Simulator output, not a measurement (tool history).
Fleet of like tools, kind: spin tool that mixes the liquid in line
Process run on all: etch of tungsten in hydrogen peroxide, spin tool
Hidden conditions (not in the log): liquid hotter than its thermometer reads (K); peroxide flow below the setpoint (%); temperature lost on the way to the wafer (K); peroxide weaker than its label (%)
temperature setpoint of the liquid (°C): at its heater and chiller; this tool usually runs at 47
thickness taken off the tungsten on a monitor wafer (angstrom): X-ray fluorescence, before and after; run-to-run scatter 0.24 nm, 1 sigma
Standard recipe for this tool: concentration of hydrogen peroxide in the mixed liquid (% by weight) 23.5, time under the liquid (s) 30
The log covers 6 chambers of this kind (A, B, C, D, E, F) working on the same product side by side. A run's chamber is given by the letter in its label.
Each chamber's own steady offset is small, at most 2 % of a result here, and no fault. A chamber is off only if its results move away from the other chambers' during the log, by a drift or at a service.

run     day  temperature setpoint of the liquid (°C)  concentration of hydrogen peroxide in the mixed liquid (% by weight)  time under the liquid (s)  hours since the thermometer was replaced  hours since the peroxide flow meter was replaced  hours since the heated supply line was repaired  hours since the drum of peroxide was connected  read-back film thickness of the tungsten reference wafer, read on the same gauge (nm)  thickness taken off the tungsten on a monitor wafer (angstrom)
 1F     0.5                                       47                                                                  23.5                         30                                     208.4                                             108.1                                            378.6                                           460.4                                                                                  60.02                                                          286.21
 2B   0.808                                       47                                                                  23.5                         30                                    2227.2                                             949.3                                            779.6                                           693.6                                                                                 60.043                                                          286.38
 3A   1.062                                       47                                                                  23.5                         30                                    1008.9                                            1674.2                                            881.1                                           888.3                                                                                 59.985                                                          290.55
 4C   1.592                                       47                                                                  23.5                         30                                      1277                                             355.4                                            281.8                                           131.2                                                                                 60.011                                                          285.87
      1.658  -- chamber E: new drum of peroxide connected
 5D   2.129                                       47                                                                  23.5                         30                                    1782.5                                             562.6                                           1274.3                                           741.6                                                                                  60.01                                                          289.46
 6E   2.388                                       47                                                                  23.5                         30                                       485                                            1387.6                                            894.9                                            17.6                                                                                 59.997                                                          284.97
 7E   2.762                                       47                                                                    21                         30                                       494                                            1396.6                                            903.9                                            26.6                                                                                 59.976                                                          269.05
      2.971  -- chamber C: thermometer replaced
 8D     3.1                                       47                                                                    21                         30                                    1805.8                                             585.9                                           1297.6                                           764.9                                                                                 60.022                                                          273.11
 9B   3.538                                       47                                                                    21                         30                                    2292.7                                            1014.8                                            845.1                                           759.1                                                                                  59.96                                                           266.6
      3.704  -- chamber B: new drum of peroxide connected
10A   3.808                                       47                                                                    21                         30                                    1074.8                                            1740.1                                              947                                           954.2                                                                                 59.989                                                          276.26
11C     4.3                                       47                                                                    21                         30                                        32                                             420.4                                            346.8                                           196.2                                                                                 60.008                                                           270.2
12F    4.65                                       47                                                                    21                         30                                       308                                             207.7                                            478.2                                             560                                                                                 59.976                                                          275.34
13F   5.188                                       47                                                                  23.5                         30                                     320.9                                             220.6                                            491.1                                           572.9                                                                                 59.973                                                          291.73
14D   5.738                                       47                                                                  23.5                         30                                    1869.1                                             649.2                                           1360.9                                           828.2                                                                                 59.987                                                          285.29
15B    6.15                                       47                                                                  23.5                         45                                    2355.4                                            1077.5                                            907.8                                            58.8                                                                                 60.052                                                          425.41
      6.212  -- chamber A: thermometer replaced
16E   6.488                                       47                                                                  23.5                         45                                     583.4                                              1486                                            993.3                                             116                                                                                  60.02                                                          435.67
17C   6.821                                       47                                                                  23.5                         45                                      92.5                                             480.9                                            407.3                                           256.7                                                                                 60.026                                                          434.94
      7.175  -- chamber A: new drum of peroxide connected
18A   7.275                                       47                                                                  23.5                         45                                      25.6                                            1823.3                                           1030.2                                             2.4                                                                                 59.999                                                          440.27
19E   7.762                                       47                                                                  23.5                         45                                       614                                            1516.6                                           1023.9                                           146.6                                                                                 59.952                                                          427.17
20D   8.017                                       47                                                                  23.5                         45                                    1923.8                                             703.9                                           1415.6                                           882.9                                                                                 59.978                                                          431.54
21C   8.492                                       47                                                                  23.5                         30                                     132.6                                               521                                            447.4                                           296.8                                                                                  60.03                                                          288.23
22A   8.854                                       47                                                                  23.5                         30                                      63.5                                            1861.2                                           1068.1                                            40.3                                                                                 59.994                                                          295.52
23B   9.242                                       47                                                                  23.5                         30                                    2429.6                                            1151.7                                              982                                             133                                                                                 59.971                                                          286.65
      9.254  -- chamber A: peroxide flow meter replaced
24F   9.533                                       47                                                                  23.5                         30                                     425.2                                             324.9                                            595.4                                           677.2                                                                                 60.005                                                          286.21
25C   9.929                                       47                                                                  23.5                         30                                     167.1                                             555.5                                            481.9                                           331.3                                                                                 59.983                                                          290.01
26E  10.183                                       47                                                                  23.5                         30                                     672.1                                            1574.7                                             1082                                           204.7                                                                                 59.984                                                          286.32
27A  10.479                                       47                                                                  23.5                         30                                     102.5                                              29.4                                           1107.1                                            79.3                                                                                 59.987                                                          291.72
28F  10.833                                       47                                                                  23.5                         30                                     456.4                                             356.1                                            626.6                                           708.4                                                                                 60.007                                                          288.66
29D  11.171                                       47                                                                  23.5                         30                                    1999.5                                             779.6                                           1491.3                                           958.6                                                                                 59.995                                                          287.32
30B  11.546                                       47                                                                  23.5                         30                                    2484.9                                              1207                                           1037.3                                           188.3                                                                                 59.998                                                          283.27
31A  11.829                                       47                                                                  23.5                         30                                     134.9                                              61.8                                           1139.5                                           111.7                                                                                 60.024                                                             294
32B  12.267                                       47                                                                  23.5                         35                                    2502.2                                            1224.3                                           1054.6                                           205.6                                                                                 60.035                                                          334.66
     12.483  -- chamber D: new drum of peroxide connected
33D    12.8                                       47                                                                  23.5                         35                                    2038.6                                             818.7                                           1530.4                                             7.6                                                                                 60.036                                                          338.64
34C  13.338                                       47                                                                  23.5                         35                                     248.9                                             637.3                                            563.7                                           413.1                                                                                 60.016                                                          340.07
35F  13.808                                       47                                                                  23.5                         35                                     527.8                                             427.5                                              698                                           779.8                                                                                 59.995                                                          339.66
     14.129  -- chamber E: peroxide flow meter replaced
36E  14.129                                       47                                                                  23.5                         35                                     766.8                                                 0                                           1176.7                                           299.4                                                                                 60.022                                                          337.18

Each of the 6 chambers runs these same settings next. Fill in every chamber's results:
37A  14.533                                       47                                                                  23.5                         40                                                                                                                                                                                                                                                                                                                                                   ?
37B  14.533                                       47                                                                  23.5                         40                                                                                                                                                                                                                                                                                                                                                   ?
37C  14.533                                       47                                                                  23.5                         40                                                                                                                                                                                                                                                                                                                                                   ?
37D  14.533                                       47                                                                  23.5                         40                                                                                                                                                                                                                                                                                                                                                   ?
37E  14.533                                       47                                                                  23.5                         40                                                                                                                                                                                                                                                                                                                                                   ?
37F  14.533                                       47                                                                  23.5                         40                                                                                                                                                                                                                                                                                                                                                   ?

run  thickness taken off the tungsten on a monitor wafer (angstrom)
37A                                                          395.72
37B                                                          385.15
37C                                                          382.35
37D                                                          390.55
37E                                                          380.75
37F                                                          380.46
